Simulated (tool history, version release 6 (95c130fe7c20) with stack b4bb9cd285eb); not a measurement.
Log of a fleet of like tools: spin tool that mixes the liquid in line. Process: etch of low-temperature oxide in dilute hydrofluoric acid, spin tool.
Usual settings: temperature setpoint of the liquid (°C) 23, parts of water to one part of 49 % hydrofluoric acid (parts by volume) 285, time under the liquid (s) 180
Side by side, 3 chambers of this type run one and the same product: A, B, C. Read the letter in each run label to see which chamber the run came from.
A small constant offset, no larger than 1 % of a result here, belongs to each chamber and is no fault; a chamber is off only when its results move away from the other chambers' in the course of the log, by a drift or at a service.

run,hour,temperature setpoint of the liquid (°C),parts of water to one part of 49 % hydrofluoric acid (parts by volume),time under the liquid (s),hours since the thermometer was replaced,hours since the hydrofluoric acid flow meter was replaced,"read-back film thickness of the low-temperature oxide reference wafer, read on the same gauge (nm)",thickness taken off the low-temperature oxide on a monitor wafer (angstrom)
1C,7.2,23,285,180,410.4,360.1,30.039,109.960
2A,10.9,23,285,180,717.5,435.5,30.022,111.480
3B,16.2,23,285,180,820.7,1834.3,30.003,109.760
4C,21.5,23,285,180,424.7,374.4,29.988,109.310
5A,28.7,23,285,180,735.3,453.3,29.979,109.940
6B,34.8,21,285,265,839.3,1852.9,29.973,151.650
7C,39.5,21,285,265,442.7,392.4,29.991,150.270
8A,44.2,21,285,265,750.8,468.8,29.980,150.570
9B,49.3,23,285,180,853.8,1867.4,29.982,108.970
10B,54.8,23,285,180,859.3,1872.9,30.003,105.770
11C,62.6,23,285,180,465.8,415.5,30.002,108.450
12A,67.8,23,285,180,774.4,492.4,29.996,110.260
13C,75.5,23,285,180,478.7,428.4,30.011,108.040
14B,82.4,23,285,180,886.9,1900.5,30.008,109.190
15A,88.5,19,285,180,795.1,513.1,29.967,95.032
16C,93.4,19,285,180,496.6,446.3,29.993,94.821
17A,97.6,19,285,180,804.2,522.2,29.998,95.317
18B,104.1,23,285,180,908.6,1922.2,29.985,106.800
19B,109.8,23,285,180,914.3,1927.9,30.019,106.910
20A,115.9,23,285,180,822.5,540.5,30.017,109.800
21C,122.8,23,285,180,526.0,475.7,29.981,109.120
22B,129.3,23,285,180,933.8,1947.4,30.014,106.590
23C,134.9,23,285,180,538.1,487.8,30.001,109.040
24A,140.5,23,410,180,847.1,565.1,30.007,68.175
25B,145.5,23,410,180,950.0,1963.6,30.011,65.709
26A,150.0,23,410,180,856.6,574.6,29.998,67.751
27C,157.4,23,285,180,560.6,510.3,30.049,110.030
28A,162.7,23,285,180,869.3,587.3,30.003,110.520
29B,167.5,23,285,180,972.0,1985.6,30.006,103.470
30C,172.1,23,285,180,575.3,525.0,30.016,109.210
31A,175.7,23,285,180,882.3,600.3,29.979,109.780
32B,180.5,23,285,180,985.0,1998.6,30.028,105.890
33C,186.2,23,285,180,589.4,539.1,30.036,107.910
34B,193.6,23,285,180,998.1,2011.7,30.043,103.490
35C,199.1,23,285,180,602.3,552.0,30.010,108.650
36A,206.4,23,285,180,913.0,631.0,30.002,110.230
37B,210.8,23,285,180,1015.3,2028.9,30.001,103.690
# hour 214.0: chamber B: hydrofluoric acid flow meter replaced
38C,217.7,23,380,85,620.9,570.6,29.990,35.831
39A,223.9,23,380,85,930.5,648.5,29.980,35.397
40A,231.0,23,380,85,937.6,655.6,29.981,35.036
41B,238.2,23,285,180,1042.7,24.3,30.001,102.920
42C,242.1,23,335,180,645.3,595.0,30.010,90.189
43A,249.5,23,335,180,956.1,674.1,30.014,89.489

Each of the 3 chambers runs these same settings next. Fill in every chamber's results:
44A,255.1,23,200,180,,,,?
44B,255.1,23,200,180,,,,?
44C,255.1,23,200,180,,,,?

run,thickness taken off the low-temperature oxide on a monitor wafer (angstrom)
44A,170.600
44B,158.400
44C,169.030
